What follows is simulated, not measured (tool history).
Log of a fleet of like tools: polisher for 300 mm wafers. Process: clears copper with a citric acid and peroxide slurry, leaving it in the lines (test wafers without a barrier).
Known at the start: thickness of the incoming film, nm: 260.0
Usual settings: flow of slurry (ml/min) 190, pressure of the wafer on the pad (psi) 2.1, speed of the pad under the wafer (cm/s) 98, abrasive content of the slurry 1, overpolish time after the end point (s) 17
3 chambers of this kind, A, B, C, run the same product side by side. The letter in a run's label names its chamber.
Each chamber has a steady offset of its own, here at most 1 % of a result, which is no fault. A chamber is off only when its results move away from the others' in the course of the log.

run   hour  flow of slurry (ml/min)  pressure of the wafer on the pad (psi)  speed of the pad under the wafer (cm/s)  abrasive content of the slurry  overpolish time after the end point (s)  wafers polished on this pad  hours since the slurry nozzle was cleaned  hours since the head pressure was calibrated  hours since the slurry blender was calibrated  time until the end point was called (s)  dishing of a wide line in a test structure (nm)
 1B    7.6                      190                                     2.1                                       98                               1                                       17                          416                                      220.3                                         771.2                                           10.2                                   160.17                                           19.251
 2A   16.5                      190                                     2.1                                       98                               1                                       17                          269                                      176.1                                         517.1                                          101.9                                   162.51                                           19.324
      22.5  -- chamber C: slurry blender recalibrated
 3C     31                      190                                     2.1                                       98                               1                                       17                          148                                      335.9                                         783.2                                            8.6                                   165.51                                           18.956
 4C   38.5                      190                                     2.1                                       98                               1                                       17                          183                                      343.4                                         790.7                                           16.1                                    164.7                                           19.341
 5A   51.1                      190                                     2.1                                       84                             1.1                                       17                          429                                      210.7                                         551.7                                          136.5                                   185.32                                           16.878
 6B   64.1                      190                                     2.1                                       84                             1.1                                       17                          677                                      276.8                                         827.7                                           66.7                                   186.13                                           17.333
 7A   73.7                      190                                     2.1                                       84                             1.1                                       17                          533                                      233.3                                         574.3                                          159.1                                    188.1                                           16.881
 8B   80.7                      190                                     2.1                                       98                               1                                       17                          754                                      293.4                                         844.3                                           83.3                                   160.53                                           19.423
 9C   95.3                      190                                     2.1                                       98                               1                                       17                          445                                      400.2                                         847.5                                           72.9                                   161.96                                           19.262
10B  102.1                      190                                     2.1                                       98                               1                                       17                          853                                      314.8                                         865.7                                          104.7                                   164.23                                           19.145
11A  111.3                      190                                     2.1                                       98                               1                                       17                          707                                      270.9                                         611.9                                          196.7                                   163.86                                           19.616
12C  118.6                      190                                     2.1                                       84                               1                                       17                          553                                      423.5                                         870.8                                           96.2                                   193.51                                           16.554
13C  132.3                      190                                     2.1                                       84                               1                                       17                          616                                      437.2                                         884.5                                          109.9                                   190.23                                           16.597
14A  138.9                      190                                     2.1                                       84                               1                                       17                          835                                      298.5                                         639.5                                          224.3                                   186.14                                           16.724
     139.2  -- chamber B: slurry blender recalibrated
     142.8  -- chamber A: slurry nozzle cleaned
15B  146.7                      190                                     1.8                                      110                               1                                       17                         1059                                      359.4                                         910.3                                            7.5                                   166.91                                           18.741
16B  161.1                      190                                     1.8                                      110                               1                                       17                         1125                                      373.8                                         924.7                                           21.9                                   170.12                                           18.425
17C  169.6                      190                                     1.8                                      110                               1                                       17                          789                                      474.5                                         921.8                                          147.2                                   173.11                                           18.452
     172.6  -- chamber B: head pressure recalibrated
     173.5  -- chamber C: head pressure recalibrated
18A  180.5                      190                                     2.1                                       98                               1                                       17                         1027                                       37.8                                         681.1                                          265.9                                   166.55                                           19.466
19A  194.2                      190                                     2.1                                       98                               1                                       17                         1090                                       51.5                                         694.8                                          279.6                                   166.04                                           19.093
20B  205.5                      190                                     1.8                                       98                               1                                       17                         1330                                      418.2                                            33                                           66.3                                   189.89                                           16.856
21C  213.9                      190                                     1.8                                       98                               1                                       17                          993                                      518.8                                          40.4                                          191.5                                   173.53                                           18.268
     226.2  -- chamber B: worn pad replaced by a new one
22C  227.9                      190                                     1.8                                       98                               1                                       17                         1058                                      532.8                                          54.4                                          205.5                                   172.52                                           18.117
     230.2  -- chamber C: worn pad replaced by a new one
23B  238.3                      190                                     2.1                                       98                               1                                       17                           56                                        451                                          65.8                                           99.1                                    165.1                                           19.779
     240.3  -- chamber A: worn pad replaced by a new one
24A  246.9                      190                                     2.1                                       98                               1                                       17                           30                                      104.2                                         747.5                                          332.3                                   162.41                                           19.094
25B  257.6                      190                                     2.1                                       98                             1.3                                       17                          145                                      470.3                                          85.1                                          118.4                                   155.73                                           20.392
26C  266.3                      190                                     2.1                                       98                             1.3                                       17                          166                                      571.2                                          92.8                                          243.9                                    145.9                                           21.878
27A  280.7                      190                                     2.1                                       98                             1.3                                       17                          186                                        138                                         781.3                                          366.1                                      157                                            20.11
     284.6  -- chamber B: slurry blender recalibrated
28B    295                      190                                     2.1                                       98                               1                                       17                          318                                      507.7                                         122.5                                           10.5                                   165.96                                           19.269
29C  307.5                      190                                     2.1                                       98                               1                                       17                          357                                      612.4                                           134                                          285.1                                   151.22                                           21.042
30A  316.9                      190                                     2.1                                       98                               1                                       17                          353                                      174.2                                         817.5                                          402.3                                   161.88                                           19.195
31C  329.9                      190                                     2.1                                       98                               1                                       17                          460                                      634.8                                         156.4                                          307.5                                   149.68                                           21.062

Is one chamber off against the others, does the gauge drift, or is nothing wrong? If a chamber is off, say which, and what the likeliest cause is.

A service left chamber C off against the others.
Cause: head's pressure above its setpoint, % = 9.

Here are 4 candidates for chamber C's next run, each the usual settings with a change, their results left as question marks. Which one brings its results back in line with what the others give on the usual settings?
In line means no further than this from the other chambers' mean on the usual settings: time until the end point was called (s) 7.6; dishing of a wide line in a test structure (nm) 0.82
32C-1  340.4                      190                                     1.9                                       90                               1                                       17                                                                                                                                                                                                             ?                                                ?
32C-2  340.4                      190                                       2                                       94                               1                                       17                                                                                                                                                                                                             ?                                                ?
32C-3  340.4                      190                                     2.2                                      102                               1                                       17                                                                                                                                                                                                             ?                                                ?
32C-4  340.4                      190                                     2.3                                      106                               1                                       17                                                                                                                                                                                                             ?                                                ?

The other chambers' mean on the usual settings: time until the end point was called (s) 164.68; dishing of a wide line in a test structure (nm) 19.124
  run  time until the end point was called (s)  dishing of a wide line in a test structure (nm)
32C-1                                   179.82                                           17.502
32C-2                                   164.15                                           19.026
32C-3                                   138.33                                           22.219
32C-4                                   127.63                                           23.881
32C-2 brings the chamber back in line.
